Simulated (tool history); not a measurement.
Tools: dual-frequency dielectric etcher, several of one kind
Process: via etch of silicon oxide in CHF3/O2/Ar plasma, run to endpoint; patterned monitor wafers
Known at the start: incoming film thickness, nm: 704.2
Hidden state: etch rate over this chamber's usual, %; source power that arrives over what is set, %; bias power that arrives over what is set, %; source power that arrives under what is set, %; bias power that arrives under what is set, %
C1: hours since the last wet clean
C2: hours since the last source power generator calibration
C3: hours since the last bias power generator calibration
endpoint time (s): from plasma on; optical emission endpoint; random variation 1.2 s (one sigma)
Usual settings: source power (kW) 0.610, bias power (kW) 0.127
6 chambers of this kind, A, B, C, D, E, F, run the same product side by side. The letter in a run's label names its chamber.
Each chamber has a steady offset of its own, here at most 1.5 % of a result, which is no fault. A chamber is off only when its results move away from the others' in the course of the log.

{"run": "1B", "hour": 14.6, "source power (kW)": 0.61, "bias power (kW)": 0.127, "C1": 252.4, "C2": 4079.6, "C3": 2274.5, "endpoint time (s)": 391.15}
{"run": "2F", "hour": 28.8, "source power (kW)": 0.61, "bias power (kW)": 0.127, "C1": 462.0, "C2": 952.6, "C3": 3527.4, "endpoint time (s)": 401.85}
{"run": "3C", "hour": 40.2, "source power (kW)": 0.61, "bias power (kW)": 0.127, "C1": 252.9, "C2": 557.9, "C3": 3038.1, "endpoint time (s)": 395.74}
{"run": "4A", "hour": 53.9, "source power (kW)": 0.61, "bias power (kW)": 0.127, "C1": 220.3, "C2": 1088.8, "C3": 2855.0, "endpoint time (s)": 394.53}
{"run": "5E", "hour": 65.4, "source power (kW)": 0.61, "bias power (kW)": 0.127, "C1": 309.1, "C2": 1414.1, "C3": 892.3, "endpoint time (s)": 400.63}
{"run": "6D", "hour": 76.7, "source power (kW)": 0.61, "bias power (kW)": 0.127, "C1": 264.5, "C2": 4314.1, "C3": 274.4, "endpoint time (s)": 397.61}
{"run": "7A", "hour": 87.0, "source power (kW)": 0.61, "bias power (kW)": 0.127, "C1": 253.4, "C2": 1121.9, "C3": 2888.1, "endpoint time (s)": 395.65}
{"run": "8D", "hour": 94.5, "source power (kW)": 0.61, "bias power (kW)": 0.127, "C1": 282.3, "C2": 4331.9, "C3": 292.2, "endpoint time (s)": 399.19}
{"run": "9C", "hour": 108.6, "source power (kW)": 0.55, "bias power (kW)": 0.127, "C1": 321.3, "C2": 626.3, "C3": 3106.5, "endpoint time (s)": 411.34}
{"run": "10F", "hour": 116.5, "source power (kW)": 0.55, "bias power (kW)": 0.127, "C1": 549.7, "C2": 1040.3, "C3": 3615.1, "endpoint time (s)": 416.2}
{"hour": 122.4, "done": "chamber A: bias power generator calibrated"}
{"run": "11E", "hour": 124.6, "source power (kW)": 0.55, "bias power (kW)": 0.127, "C1": 368.3, "C2": 1473.3, "C3": 951.5, "endpoint time (s)": 419.97}
{"run": "12B", "hour": 137.9, "source power (kW)": 0.55, "bias power (kW)": 0.127, "C1": 375.7, "C2": 4202.9, "C3": 2397.8, "endpoint time (s)": 410.27}
{"run": "13E", "hour": 151.8, "source power (kW)": 0.55, "bias power (kW)": 0.127, "C1": 395.5, "C2": 1500.5, "C3": 978.7, "endpoint time (s)": 416.71}
{"run": "14D", "hour": 158.9, "source power (kW)": 0.55, "bias power (kW)": 0.127, "C1": 346.7, "C2": 4396.3, "C3": 356.6, "endpoint time (s)": 417.54}
{"run": "15B", "hour": 165.5, "source power (kW)": 0.61, "bias power (kW)": 0.127, "C1": 403.3, "C2": 4230.5, "C3": 2425.4, "endpoint time (s)": 390.86}
{"hour": 173.3, "done": "chamber B: wet clean of the chamber"}
{"run": "16C", "hour": 176.4, "source power (kW)": 0.61, "bias power (kW)": 0.127, "C1": 389.1, "C2": 694.1, "C3": 3174.3, "endpoint time (s)": 394.24}
{"run": "17A", "hour": 186.9, "source power (kW)": 0.61, "bias power (kW)": 0.127, "C1": 353.3, "C2": 1221.8, "C3": 64.6, "endpoint time (s)": 394.99}
{"hour": 191.1, "done": "chamber F: wet clean of the chamber"}
{"run": "18F", "hour": 198.8, "source power (kW)": 0.61, "bias power (kW)": 0.127, "C1": 7.8, "C2": 1122.6, "C3": 3697.4, "endpoint time (s)": 400.88}
{"hour": 206.4, "done": "chamber B: source power generator calibrated"}
{"run": "19F", "hour": 213.1, "source power (kW)": 0.61, "bias power (kW)": 0.127, "C1": 22.1, "C2": 1136.9, "C3": 3711.7, "endpoint time (s)": 400.9}
{"run": "20C", "hour": 225.7, "source power (kW)": 0.61, "bias power (kW)": 0.098, "C1": 438.4, "C2": 743.4, "C3": 3223.6, "endpoint time (s)": 427.25}
{"run": "21B", "hour": 237.0, "source power (kW)": 0.61, "bias power (kW)": 0.098, "C1": 63.8, "C2": 30.6, "C3": 2496.9, "endpoint time (s)": 424.2}
{"run": "22E", "hour": 244.2, "source power (kW)": 0.61, "bias power (kW)": 0.098, "C1": 487.9, "C2": 1592.9, "C3": 1071.1, "endpoint time (s)": 434.41}
{"run": "23A", "hour": 259.3, "source power (kW)": 0.61, "bias power (kW)": 0.098, "C1": 425.7, "C2": 1294.2, "C3": 137.0, "endpoint time (s)": 422.85}
{"hour": 259.5, "done": "chamber E: wet clean of the chamber"}
{"hour": 261.5, "done": "chamber D: wet clean of the chamber"}
{"run": "24D", "hour": 266.5, "source power (kW)": 0.61, "bias power (kW)": 0.098, "C1": 5.1, "C2": 4503.9, "C3": 464.2, "endpoint time (s)": 430.2}
{"run": "25E", "hour": 279.8, "source power (kW)": 0.61, "bias power (kW)": 0.098, "C1": 20.3, "C2": 1628.5, "C3": 1106.7, "endpoint time (s)": 433.99}
{"run": "26F", "hour": 288.6, "source power (kW)": 0.61, "bias power (kW)": 0.127, "C1": 97.6, "C2": 1212.4, "C3": 3787.2, "endpoint time (s)": 401.93}
{"run": "27D", "hour": 296.7, "source power (kW)": 0.61, "bias power (kW)": 0.127, "C1": 35.3, "C2": 4534.1, "C3": 494.4, "endpoint time (s)": 400.52}
{"hour": 297.0, "done": "chamber C: bias power generator calibrated"}
{"run": "28B", "hour": 310.1, "source power (kW)": 0.61, "bias power (kW)": 0.098, "C1": 136.9, "C2": 103.7, "C3": 2570.0, "endpoint time (s)": 424.22}
{"run": "29C", "hour": 323.9, "source power (kW)": 0.61, "bias power (kW)": 0.098, "C1": 536.6, "C2": 841.6, "C3": 26.9, "endpoint time (s)": 426.29}
{"run": "30A", "hour": 331.0, "source power (kW)": 0.61, "bias power (kW)": 0.098, "C1": 497.4, "C2": 1365.9, "C3": 208.7, "endpoint time (s)": 418.75}
{"run": "31A", "hour": 341.2, "source power (kW)": 0.61, "bias power (kW)": 0.098, "C1": 507.6, "C2": 1376.1, "C3": 218.9, "endpoint time (s)": 418.93}
{"run": "32D", "hour": 355.2, "source power (kW)": 0.61, "bias power (kW)": 0.098, "C1": 93.8, "C2": 4592.6, "C3": 552.9, "endpoint time (s)": 431.22}
{"run": "33E", "hour": 363.9, "source power (kW)": 0.61, "bias power (kW)": 0.098, "C1": 104.4, "C2": 1712.6, "C3": 1190.8, "endpoint time (s)": 434.57}
{"run": "34B", "hour": 373.2, "source power (kW)": 0.52, "bias power (kW)": 0.104, "C1": 200.0, "C2": 166.8, "C3": 2633.1, "endpoint time (s)": 444.97}
{"run": "35F", "hour": 386.7, "source power (kW)": 0.52, "bias power (kW)": 0.104, "C1": 195.7, "C2": 1310.5, "C3": 3885.3, "endpoint time (s)": 455.12}
{"run": "36C", "hour": 393.5, "source power (kW)": 0.52, "bias power (kW)": 0.104, "C1": 606.2, "C2": 911.2, "C3": 96.5, "endpoint time (s)": 448.39}
{"run": "37B", "hour": 403.2, "source power (kW)": 0.52, "bias power (kW)": 0.104, "C1": 230.0, "C2": 196.8, "C3": 2663.1, "endpoint time (s)": 444.25}

All 6 chambers run these settings next. Forecast each chamber's results:
{"run": "38A", "hour": 414.2, "source power (kW)": 0.47, "bias power (kW)": 0.127, "endpoint time (s)": "?"}
{"run": "38B", "hour": 414.2, "source power (kW)": 0.47, "bias power (kW)": 0.127, "endpoint time (s)": "?"}
{"run": "38C", "hour": 414.2, "source power (kW)": 0.47, "bias power (kW)": 0.127, "endpoint time (s)": "?"}
{"run": "38D", "hour": 414.2, "source power (kW)": 0.47, "bias power (kW)": 0.127, "endpoint time (s)": "?"}
{"run": "38E", "hour": 414.2, "source power (kW)": 0.47, "bias power (kW)": 0.127, "endpoint time (s)": "?"}
{"run": "38F", "hour": 414.2, "source power (kW)": 0.47, "bias power (kW)": 0.127, "endpoint time (s)": "?"}

run=38A endpoint_time_(s)=428.12
run=38B endpoint_time_(s)=434.54
run=38C endpoint_time_(s)=436.99
run=38D endpoint_time_(s)=443.44
run=38E endpoint_time_(s)=445.21
run=38F endpoint_time_(s)=445.42
